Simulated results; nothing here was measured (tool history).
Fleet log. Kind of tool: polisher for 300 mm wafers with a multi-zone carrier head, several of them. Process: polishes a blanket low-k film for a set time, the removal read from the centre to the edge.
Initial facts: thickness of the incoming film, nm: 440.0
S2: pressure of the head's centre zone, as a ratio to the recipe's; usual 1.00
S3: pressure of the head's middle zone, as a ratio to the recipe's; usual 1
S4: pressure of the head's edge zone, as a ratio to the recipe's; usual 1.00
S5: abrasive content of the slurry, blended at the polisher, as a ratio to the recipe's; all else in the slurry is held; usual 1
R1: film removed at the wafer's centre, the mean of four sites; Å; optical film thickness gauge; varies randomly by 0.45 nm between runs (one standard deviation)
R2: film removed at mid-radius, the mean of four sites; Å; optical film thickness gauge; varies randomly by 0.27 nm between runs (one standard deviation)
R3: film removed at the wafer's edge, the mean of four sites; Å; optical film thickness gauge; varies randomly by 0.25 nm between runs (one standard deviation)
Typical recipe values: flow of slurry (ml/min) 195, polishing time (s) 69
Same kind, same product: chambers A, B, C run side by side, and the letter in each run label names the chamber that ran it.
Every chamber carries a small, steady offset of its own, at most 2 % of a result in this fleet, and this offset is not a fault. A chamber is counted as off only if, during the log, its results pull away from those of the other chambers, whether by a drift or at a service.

Run 1C, hour 4.9: usual settings. Result: R1 331.41 Å, R2 337.39 Å, R3 336.31 Å.
Run 2B, hour 9.3: usual settings. Result: R1 339.00 Å, R2 331.52 Å, R3 336.51 Å.
Run 3A, hour 14.1: usual settings. Result: R1 333.89 Å, R2 332.68 Å, R3 331.05 Å.
Run 4C, hour 18.0: usual settings. Result: R1 341.16 Å, R2 336.27 Å, R3 329.62 Å.
Run 5A, hour 21.2: usual settings. Result: R1 324.97 Å, R2 333.76 Å, R3 332.20 Å.
At hour 21.7: chamber A: worn pad replaced by a new one.
At hour 24.3: chamber C: worn pad replaced by a new one.
Run 6B, hour 25.0: usual settings. Result: R1 332.52 Å, R2 325.84 Å, R3 335.64 Å.
Run 7C, hour 29.5: usual settings. Result: R1 334.00 Å, R2 333.09 Å, R3 336.95 Å.
Run 8B, hour 32.9: usual settings. Result: R1 342.46 Å, R2 325.90 Å, R3 335.31 Å.
Run 9A, hour 37.3: usual settings. Result: R1 333.27 Å, R2 330.46 Å, R3 332.26 Å.
Run 10C, hour 39.8: usual settings. Result: R1 336.23 Å, R2 333.62 Å, R3 334.05 Å.
Run 11A, hour 42.9: usual settings but flow of slurry (ml/min) 230. Result: R1 340.89 Å, R2 339.35 Å, R3 337.36 Å.
At hour 46.4: chamber B: worn pad replaced by a new one.
Run 12B, hour 48.1: usual settings but flow of slurry (ml/min) 230. Result: R1 343.46 Å, R2 336.54 Å, R3 339.67 Å.
Run 13B, hour 53.2: usual settings but flow of slurry (ml/min) 230. Result: R1 346.29 Å, R2 337.28 Å, R3 344.63 Å.
At hour 57.6: chamber B: slurry nozzle cleaned.
Run 14A, hour 58.1: usual settings but flow of slurry (ml/min) 255, S4 0.96. Result: R1 338.58 Å, R2 341.75 Å, R3 328.49 Å.
Run 15C, hour 62.5: usual settings but flow of slurry (ml/min) 255, S4 0.96. Result: R1 349.04 Å, R2 346.46 Å, R3 334.86 Å.
Run 16B, hour 66.6: usual settings but flow of slurry (ml/min) 255, S4 0.96. Result: R1 356.84 Å, R2 338.14 Å, R3 337.70 Å.
At hour 68.8: chamber C: worn pad replaced by a new one.
Run 17C, hour 70.5: usual settings. Result: R1 341.98 Å, R2 339.16 Å, R3 332.43 Å.
Run 18A, hour 75.0: usual settings. Result: R1 327.66 Å, R2 335.25 Å, R3 331.85 Å.
Run 19B, hour 77.7: usual settings. Result: R1 341.37 Å, R2 327.58 Å, R3 335.34 Å.
Run 20C, hour 81.7: usual settings. Result: R1 350.81 Å, R2 334.32 Å, R3 333.91 Å.
Run 21A, hour 84.7: usual settings. Result: R1 332.88 Å, R2 328.34 Å, R3 331.09 Å.
Run 22C, hour 88.3: usual settings but flow of slurry (ml/min) 260. Result: R1 364.30 Å, R2 345.53 Å, R3 343.84 Å.
Run 23B, hour 91.6: usual settings but flow of slurry (ml/min) 260. Result: R1 348.23 Å, R2 339.84 Å, R3 344.86 Å.
Run 24A, hour 95.6: usual settings but flow of slurry (ml/min) 260. Result: R1 345.48 Å, R2 344.63 Å, R3 339.50 Å.
Run 25B, hour 98.3: usual settings. Result: R1 334.24 Å, R2 332.24 Å, R3 335.23 Å.
Run 26A, hour 101.5: usual settings. Result: R1 325.03 Å, R2 331.07 Å, R3 334.43 Å.
Run 27C, hour 106.8: usual settings but flow of slurry (ml/min) 230, S4 1.07. Result: R1 352.27 Å, R2 338.03 Å, R3 350.20 Å.
Run 28B, hour 110.0: usual settings but flow of slurry (ml/min) 230, S4 1.07. Result: R1 346.93 Å, R2 342.97 Å, R3 351.27 Å.
At hour 111.6: chamber A: worn pad replaced by a new one.
At hour 113.2: chamber B: worn pad replaced by a new one.
Run 29C, hour 114.0: usual settings but flow of slurry (ml/min) 230, S4 1.07. Result: R1 360.23 Å, R2 340.62 Å, R3 350.13 Å.
Run 30A, hour 118.6: usual settings but flow of slurry (ml/min) 225, S2 1.07. Result: R1 366.13 Å, R2 332.61 Å, R3 336.42 Å.
At hour 118.8: chamber C: worn pad replaced by a new one.
Run 31B, hour 122.3: usual settings but flow of slurry (ml/min) 225, S2 1.07. Result: R1 365.12 Å, R2 343.41 Å, R3 337.88 Å.
At hour 124.0: chamber C: slurry nozzle cleaned.
Run 32A, hour 127.4: usual settings but flow of slurry (ml/min) 225, S2 1.07. Result: R1 359.35 Å, R2 336.87 Å, R3 335.06 Å.
Run 33C, hour 130.6: usual settings but S2 1.09. Result: R1 397.96 Å, R2 341.52 Å, R3 340.27 Å.
Run 34C, hour 134.3: usual settings but S2 1.09. Result: R1 407.70 Å, R2 336.63 Å, R3 334.67 Å.
Run 35A, hour 138.5: usual settings but S2 1.09. Result: R1 363.62 Å, R2 334.50 Å, R3 335.89 Å.
Run 36B, hour 142.5: usual settings. Result: R1 333.28 Å, R2 327.90 Å, R3 334.81 Å.
Run 37A, hour 147.3: usual settings. Result: R1 331.62 Å, R2 331.36 Å, R3 335.21 Å.
At hour 150.9: chamber A: edge zone pressure recalibrated.
Run 38B, hour 151.6: usual settings. Result: R1 340.42 Å, R2 330.47 Å, R3 334.65 Å.
Run 39C, hour 155.8: usual settings. Result: R1 373.44 Å, R2 336.04 Å, R3 338.17 Å.
Run 40A, hour 158.7: usual settings. Result: R1 336.22 Å, R2 329.67 Å, R3 332.72 Å.
Run 41B, hour 163.9: usual settings. Result: R1 335.98 Å, R2 324.72 Å, R3 336.35 Å.
At hour 165.8: chamber C: worn pad replaced by a new one.
Run 42C, hour 166.7: usual settings. Result: R1 368.20 Å, R2 334.99 Å, R3 337.06 Å.

Decide between three cases: one chamber stands off from its peers, the gauge reading all wafers drifts, or nothing is wrong past each chamber's small offset. Where a chamber is off, say which and what most likely put it there.

One chamber, C, drifts off from the rest bit by bit.
Most likely cause: centre zone's pressure above its setpoint, % = 10.4.

Chamber C could run next with any of the 4 candidate recipes listed below; each alters the usual settings, and their results appear as question marks. Which one brings its results back in line with what the other chambers deliver on the usual settings?
In line here means within this much of the mean the other chambers give on the usual settings: R1 16.00 Å; R2 9.30 Å; R3 8.80 Å
Run 43C-1, hour 170.5: usual settings but S2 0.98, S4 1.01. Result: R1 ?, R2 ?, R3 ?.
Run 43C-2, hour 170.5: usual settings but S2 1.02, S4 0.99. Result: R1 ?, R2 ?, R3 ?.
Run 43C-3, hour 170.5: usual settings but flow of slurry (ml/min) 190, S2 0.92, S4 1.04, polishing time (s) 68. Result: R1 ?, R2 ?, R3 ?.
Run 43C-4, hour 170.5: usual settings but flow of slurry (ml/min) 200, S2 1.08, S4 0.96, polishing time (s) 70. Result: R1 ?, R2 ?, R3 ?.

What the other chambers average on the usual settings: R1 333.01 Å; R2 330.26 Å; R3 333.32 Å
  run      R1      R2      R3
43C-1  366.42  339.28  336.01
43C-2  382.94  339.20  332.45
43C-3  335.22  333.15  335.39
43C-4  415.35  345.30  332.79
With 43C-3, the chamber falls back in line with the rest.
